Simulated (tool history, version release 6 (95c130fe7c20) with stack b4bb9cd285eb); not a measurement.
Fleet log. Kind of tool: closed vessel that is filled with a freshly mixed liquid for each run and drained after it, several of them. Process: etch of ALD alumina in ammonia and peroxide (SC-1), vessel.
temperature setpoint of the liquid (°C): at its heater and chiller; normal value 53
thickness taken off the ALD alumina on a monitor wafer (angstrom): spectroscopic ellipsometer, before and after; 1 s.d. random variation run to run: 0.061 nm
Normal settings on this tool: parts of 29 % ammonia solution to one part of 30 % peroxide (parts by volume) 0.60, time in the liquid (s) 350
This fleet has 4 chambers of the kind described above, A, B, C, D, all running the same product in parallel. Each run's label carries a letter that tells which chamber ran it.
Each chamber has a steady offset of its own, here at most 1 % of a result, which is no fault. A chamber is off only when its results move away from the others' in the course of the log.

run   hour  temperature setpoint of the liquid (°C)  parts of 29 % ammonia solution to one part of 30 % peroxide (parts by volume)  time in the liquid (s)  read-back film thickness of the ALD alumina reference wafer, read on the same gauge (nm)  thickness taken off the ALD alumina on a monitor wafer (angstrom)
 1C    7.1                                       53                                                                           0.60                     350                                                                                    50.029                                                             153.47
 2A   12.3                                       53                                                                           0.60                     350                                                                                    49.951                                                             153.76
 3D   17.0                                       53                                                                           0.60                     350                                                                                    49.966                                                             154.54
 4B   22.0                                       53                                                                           0.60                     350                                                                                    50.030                                                             154.86
 5B   26.1                                       53                                                                           0.40                     350                                                                                    49.988                                                             148.64
 6A   29.6                                       53                                                                           0.40                     350                                                                                    50.025                                                             147.16
 7C   35.0                                       53                                                                           0.40                     350                                                                                    49.988                                                             146.70
 8D   42.2                                       53                                                                           0.40                     350                                                                                    50.032                                                             147.96
 9D   46.1                                       53                                                                           0.60                     350                                                                                    49.953                                                             155.40
10B   50.1                                       53                                                                           0.60                     550                                                                                    49.994                                                             243.49
11A   55.3                                       53                                                                           0.60                     550                                                                                    49.946                                                             241.32
12C   59.9                                       53                                                                           0.60                     550                                                                                    49.968                                                             240.42
13B   67.2                                       53                                                                           0.60                     550                                                                                    50.041                                                             242.98
14A   72.3                                       53                                                                           0.60                     350                                                                                    49.959                                                             153.16
      76.6  -- chamber D: new drum of ammonia solution connected
15D   77.9                                       53                                                                           0.60                     350                                                                                    50.010                                                             154.65
16C   82.1                                       53                                                                           0.60                     350                                                                                    50.008                                                             152.39
17A   86.4                                       53                                                                           0.60                     350                                                                                    49.981                                                             152.59
18B   92.4                                       53                                                                           0.60                     350                                                                                    49.999                                                             153.89
      95.3  -- chamber A: ammonia flow meter replaced
19C   98.0                                       53                                                                           0.60                     350                                                                                    49.995                                                             152.55
20D  101.9                                       58                                                                           0.35                     350                                                                                    49.957                                                             192.38
21D  106.4                                       58                                                                           0.35                     350                                                                                    50.015                                                             191.50
     112.6  -- chamber C: new drum of ammonia solution connected
22B  112.6                                       58                                                                           0.35                     350                                                                                    49.992                                                             192.58
23A  117.4                                       58                                                                           0.35                     350                                                                                    50.051                                                             187.78
24C  123.9                                       53                                                                           0.60                     350                                                                                    50.016                                                             152.67
25B  130.7                                       53                                                                           0.60                     350                                                                                    49.941                                                             154.86
26D  134.1                                       53                                                                           0.60                     350                                                                                    49.962                                                             154.59
27A  139.7                                       53                                                                           0.60                     350                                                                                    49.975                                                             150.80
28C  144.2                                       53                                                                           0.60                     350                                                                                    49.997                                                             151.99
29B  150.4                                       53                                                                           0.60                     350                                                                                    49.999                                                             154.50
30C  154.9                                       53                                                                           0.60                     350                                                                                    50.013                                                             153.43
31D  162.4                                       53                                                                           0.60                     350                                                                                    50.009                                                             153.22

For the next run the whole fleet of 4 chambers uses the same settings. Give each chamber's results:
32A  167.9                                       60                                                                           0.60                     350                                                                                                                                                            ?
32B  167.9                                       60                                                                           0.60                     350                                                                                                                                                            ?
32C  167.9                                       60                                                                           0.60                     350                                                                                                                                                            ?
32D  167.9                                       60                                                                           0.60                     350                                                                                                                                                            ?

run  thickness taken off the ALD alumina on a monitor wafer (angstrom)
32A                                                             215.29
32B                                                             224.24
32C                                                             222.76
32D                                                             223.80
